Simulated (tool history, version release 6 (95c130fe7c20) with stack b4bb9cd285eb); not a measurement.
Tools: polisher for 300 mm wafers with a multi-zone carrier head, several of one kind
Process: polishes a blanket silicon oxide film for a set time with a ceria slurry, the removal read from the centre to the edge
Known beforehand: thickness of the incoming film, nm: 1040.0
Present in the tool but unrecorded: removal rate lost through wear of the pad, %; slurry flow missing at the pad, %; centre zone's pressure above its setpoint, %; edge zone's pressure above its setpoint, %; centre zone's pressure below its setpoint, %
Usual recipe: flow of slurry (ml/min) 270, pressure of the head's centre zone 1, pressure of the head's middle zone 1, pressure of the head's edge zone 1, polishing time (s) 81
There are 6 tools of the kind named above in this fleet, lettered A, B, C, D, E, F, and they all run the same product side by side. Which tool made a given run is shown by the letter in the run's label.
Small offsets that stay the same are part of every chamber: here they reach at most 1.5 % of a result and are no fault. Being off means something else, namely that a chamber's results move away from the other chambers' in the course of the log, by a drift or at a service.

run,hour,flow of slurry (ml/min),pressure of the head's centre zone,pressure of the head's middle zone,pressure of the head's edge zone,polishing time (s),wafers polished on this pad,hours since the slurry nozzle was cleaned,hours since the centre zone pressure was calibrated,hours since the edge zone pressure was calibrated,film removed at the wafer's centre (nm),film removed at mid-radius (nm),film removed at the wafer's edge (nm)
1C,3.9,270,1,1,1,81,575,387,1186.2,224.7,255.82,250.47,252.98
# hour 6.3: chamber A: slurry nozzle cleaned
2B,9,270,1,1,1,81,520,630,277.8,689.8,253.52,255.65,248.84
# hour 11.3: chamber C: worn pad replaced by a new one
3F,14.7,270,1,1,1,81,416,34.9,199.4,885.1,256.62,254.34,250.51
4D,19.6,270,1,1,1,81,344,379.1,588.7,193.3,258.64,261.01,247.88
5E,26.9,270,1,1,1,81,1372,495.7,66.2,1189.3,254.42,251.97,257.06
6A,31.6,195,1,1,1,81,492,25.4,251.8,179.3,240.87,239.68,243.31
# hour 36.5: chamber E: worn pad replaced by a new one
7B,38.5,195,1,1,1,81,802,659.5,307.3,719.3,240.97,237.98,242.87
8F,43.1,195,1,1,1,81,687,63.3,227.8,913.5,244.88,246.96,247.41
9D,47.8,195,1,1,1,81,613,407.3,616.9,221.5,241.26,245.26,238.21
10A,52.5,195,1,1,1,81,692,46.3,272.7,200.2,240.61,242.05,242.52
11C,57.4,195,1,1,1,81,441,440.5,1239.7,278.2,243.61,240.12,246.27
12E,62.4,270,1,1,1,81,248,531.2,101.7,1224.8,253.64,255.84,258.22
# hour 65.1: chamber B: worn pad replaced by a new one
13E,68.2,270,1,1,1,81,304,537,107.5,1230.6,249.41,254.73,253.82
# hour 71.9: chamber C: worn pad replaced by a new one
14A,75.9,270,1,1,1,81,916,69.7,296.1,223.6,248.81,252.23,248.02
# hour 79.4: chamber A: worn pad replaced by a new one
15D,79.5,270,1,1,1,81,916,439,648.6,253.2,247.67,249.54,252.7
# hour 80.4: chamber F: worn pad replaced by a new one
16C,83.8,270,1,1,1,81,114,466.9,1266.1,304.6,251.68,255.08,254.58
17F,91.4,270,1,1,1,81,105,111.6,276.1,961.8,258.31,251.96,256.85
18B,98.5,270,1,0.96,1,81,319,719.5,367.3,779.3,257.6,243.66,251.64
19E,106.2,270,1,0.96,1,81,667,575,145.5,1268.6,257.6,243.07,251.82
20D,112.2,270,1,0.96,1,81,1229,471.7,681.3,285.9,243.6,240.99,245.39
21F,118.1,270,1,0.96,1,81,360,138.3,302.8,988.5,255.91,243.77,257.72
22C,124.2,270,1,0.96,1,81,500,507.3,1306.5,345,257.26,240.94,251.15
23B,128.5,270,1,0.96,1,81,606,749.5,397.3,809.3,250.83,240.45,243.35
24A,135.2,270,1,1,1,81,533,129,355.4,282.9,251.38,255,247.69
# hour 135.8: chamber B: slurry nozzle cleaned
25A,138.7,270,1,1,1,81,567,132.5,358.9,286.4,248.48,248.74,249.04
# hour 139.5: chamber A: centre zone pressure recalibrated
# hour 140.9: chamber C: worn pad replaced by a new one
26F,145.6,270,1,1,1,81,623,165.8,330.3,1016,257.28,250.2,254.88
27E,152,270,1,1,1,81,1105,620.8,191.3,1314.4,249.99,250.71,257.99
28C,157.5,270,1,1,1,81,159,540.6,1339.8,378.3,253.38,251.44,259.17
29B,161.6,270,1.07,1,1,81,923,25.8,430.4,842.4,273.7,252.18,254.82
30D,165,270,1.07,1,1,81,1734,524.5,734.1,338.7,261.96,241.58,243.35
# hour 169.7: chamber B: worn pad replaced by a new one
31A,172.3,270,1.07,1,1,81,888,166.1,32.8,320,270.16,252.28,247.45
32E,176.3,270,1.07,1,1,81,1337,645.1,215.6,1338.7,277.93,254.28,260.25
# hour 180.7: chamber E: worn pad replaced by a new one
33C,180.7,270,1.07,1,1,81,380,563.8,1363,401.5,273.38,251.59,255.13
# hour 183.3: chamber F: worn pad replaced by a new one
34F,184.6,270,1.07,1,1,81,13,204.8,369.3,1055,278.98,254.73,251.7
35B,189.3,270,1,1,1,81,187,53.5,458.1,870.1,255.3,253.35,259.4
# hour 192.8: chamber A: worn pad replaced by a new one
36D,194.2,270,1,1,1,81,2013,553.7,763.3,367.9,233.87,236.26,237.84
37A,202,270,1,1,1,81,88,195.8,62.5,349.7,253.47,256.73,252.62
38F,207.5,270,1,1,1,81,232,227.7,392.2,1077.9,260.22,255.1,262.97
39E,214,270,1,1,1,81,318,682.8,253.3,1376.4,253.09,251.83,259.43
40D,220.5,270,1,1,1,81,2264,580,789.6,394.2,233.22,234.85,230.31

Does one chamber stand apart from the rest, does the shared gauge drift, or is all well apart from small per-chamber offsets? Give the chamber and the most likely cause, where there is one.

Chamber D drifts away from the others.
Cause: removal rate lost through wear of the pad, % = 7.82.
From this log alone, it may not be told apart from: slurry flow missing at the pad, %.

Below are 4 candidate recipes for chamber D's next run, each the usual settings with a change, their results shown as question marks. Which of them brings D's results back in line with what the other chambers give on the usual settings?
In-line tolerance around the mean of the other chambers on the usual settings: film removed at the wafer's centre (nm) 9.5; film removed at mid-radius (nm) 7.7; film removed at the wafer's edge (nm) 12
41D-1,226.2,275,1.02,0.99,1.01,95,,,,,?,?,?
41D-2,226.2,270,0.99,1,1,75,,,,,?,?,?
41D-3,226.2,265,0.99,1.01,0.99,69,,,,,?,?,?
41D-4,226.2,270,1.01,1,1,87,,,,,?,?,?

Usual-settings mean across the other chambers: film removed at the wafer's centre (nm) 253.25; film removed at mid-radius (nm) 252.66; film removed at the wafer's edge (nm) 253.08
run,film removed at the wafer's centre (nm),film removed at mid-radius (nm),film removed at the wafer's edge (nm)
41D-1,279.59,273.2,277.71
41D-2,213.26,217.33,217.76
41D-3,195.77,201.4,198.97
41D-4,252.8,252.07,252.6
The answer is 41D-4, which returns the chamber to within the allowed miss of the others.
